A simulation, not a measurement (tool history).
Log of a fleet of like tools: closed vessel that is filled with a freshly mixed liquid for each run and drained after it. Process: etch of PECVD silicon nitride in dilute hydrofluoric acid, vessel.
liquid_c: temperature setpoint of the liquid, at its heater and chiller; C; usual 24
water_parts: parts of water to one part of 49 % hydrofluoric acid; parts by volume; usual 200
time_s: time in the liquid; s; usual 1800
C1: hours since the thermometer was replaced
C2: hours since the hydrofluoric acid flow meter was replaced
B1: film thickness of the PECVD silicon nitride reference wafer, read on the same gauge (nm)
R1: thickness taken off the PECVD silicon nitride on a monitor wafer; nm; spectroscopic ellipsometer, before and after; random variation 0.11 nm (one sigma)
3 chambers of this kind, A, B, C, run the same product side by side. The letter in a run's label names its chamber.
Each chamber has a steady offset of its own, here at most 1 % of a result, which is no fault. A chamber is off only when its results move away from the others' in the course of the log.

run 1C hour=11.2 | liquid_c=24 water_parts=200 time_s=1800 | C1=1521.6 C2=401 | B1=90.03 | R1=21.984
run 2B hour=21.3 | liquid_c=24 water_parts=200 time_s=1800 | C1=670.4 C2=703.4 | B1=90.009 | R1=21.736
run 3A hour=34.8 | liquid_c=24 water_parts=200 time_s=1800 | C1=97.1 C2=356.4 | B1=90.007 | R1=21.771
run 4B hour=46.1 | liquid_c=24 water_parts=200 time_s=1800 | C1=695.2 C2=728.2 | B1=90.009 | R1=21.793
run 5A hour=58.1 | liquid_c=24 water_parts=200 time_s=1800 | C1=120.4 C2=379.7 | B1=90.008 | R1=21.929
run 6C hour=65.5 | liquid_c=24 water_parts=200 time_s=1800 | C1=1575.9 C2=455.3 | B1=89.987 | R1=21.836
run 7C hour=79.3 | liquid_c=24 water_parts=200 time_s=1800 | C1=1589.7 C2=469.1 | B1=90.01 | R1=21.618
run 8B hour=89.3 | liquid_c=24 water_parts=200 time_s=1800 | C1=738.4 C2=771.4 | B1=90.007 | R1=21.737
run 9A hour=102.2 | liquid_c=24 water_parts=200 time_s=1800 | C1=164.5 C2=423.8 | B1=89.999 | R1=21.764
run 10C hour=113 | liquid_c=24 water_parts=200 time_s=1800 | C1=1623.4 C2=502.8 | B1=90.002 | R1=21.298
run 11A hour=124.1 | liquid_c=24 water_parts=200 time_s=1800 | C1=186.4 C2=445.7 | B1=90.02 | R1=21.955
run 12B hour=130.3 | liquid_c=24 water_parts=200 time_s=1800 | C1=779.4 C2=812.4 | B1=89.985 | R1=21.909
run 13A hour=140.7 | liquid_c=24 water_parts=270 time_s=2380 | C1=203 C2=462.3 | B1=89.989 | R1=21.455
run 14C hour=147.3 | liquid_c=24 water_parts=270 time_s=2380 | C1=1657.7 C2=537.1 | B1=89.97 | R1=20.72
run 15B hour=157.3 | liquid_c=24 water_parts=270 time_s=2380 | C1=806.4 C2=839.4 | B1=89.968 | R1=21.557
run 16B hour=169.6 | liquid_c=24 water_parts=200 time_s=1800 | C1=818.7 C2=851.7 | B1=89.99 | R1=21.716
run 17A hour=182.3 | liquid_c=24 water_parts=200 time_s=1800 | C1=244.6 C2=503.9 | B1=89.977 | R1=21.748
run 18C hour=190.6 | liquid_c=24 water_parts=200 time_s=1800 | C1=1701 C2=580.4 | B1=90.003 | R1=20.73
run 19A hour=199.4 | liquid_c=24 water_parts=200 time_s=1800 | C1=261.7 C2=521 | B1=90.014 | R1=21.83
run 20C hour=209.5 | liquid_c=24 water_parts=200 time_s=1800 | C1=1719.9 C2=599.3 | B1=90.024 | R1=20.708

What goes on in this fleet: one chamber off, a drifting gauge, or nothing beyond the chambers' own small offsets? Name the chamber and the cause, if any.

Chamber C drifts away from the others.
Cause: liquid colder than its thermometer reads (K) = 0.93.
The log may not tell that from: hydrofluoric acid flow below the setpoint (%).

Here are 4 candidates for chamber C's next run, each the usual settings with a change, their results left as question marks. Which one brings its results back in line with what the others give on the usual settings?
In line means no further than this from the other chambers' mean on the usual settings: R1 0.37 nm
run 21C-1 hour=219.3 | liquid_c=24 water_parts=220 time_s=1800 | R1=?
run 21C-2 hour=219.3 | liquid_c=24 water_parts=205 time_s=1740 | R1=?
run 21C-3 hour=219.3 | liquid_c=24 water_parts=200 time_s=1965 | R1=?
run 21C-4 hour=219.3 | liquid_c=24 water_parts=195 time_s=1860 | R1=?

The other chambers' mean on the usual settings: R1 21.783 nm
run=21C-1 R1=18.783
run=21C-2 R1=19.447
run=21C-3 R1=22.494
run=21C-4 R1=21.822
21C-4 brings the chamber back in line.
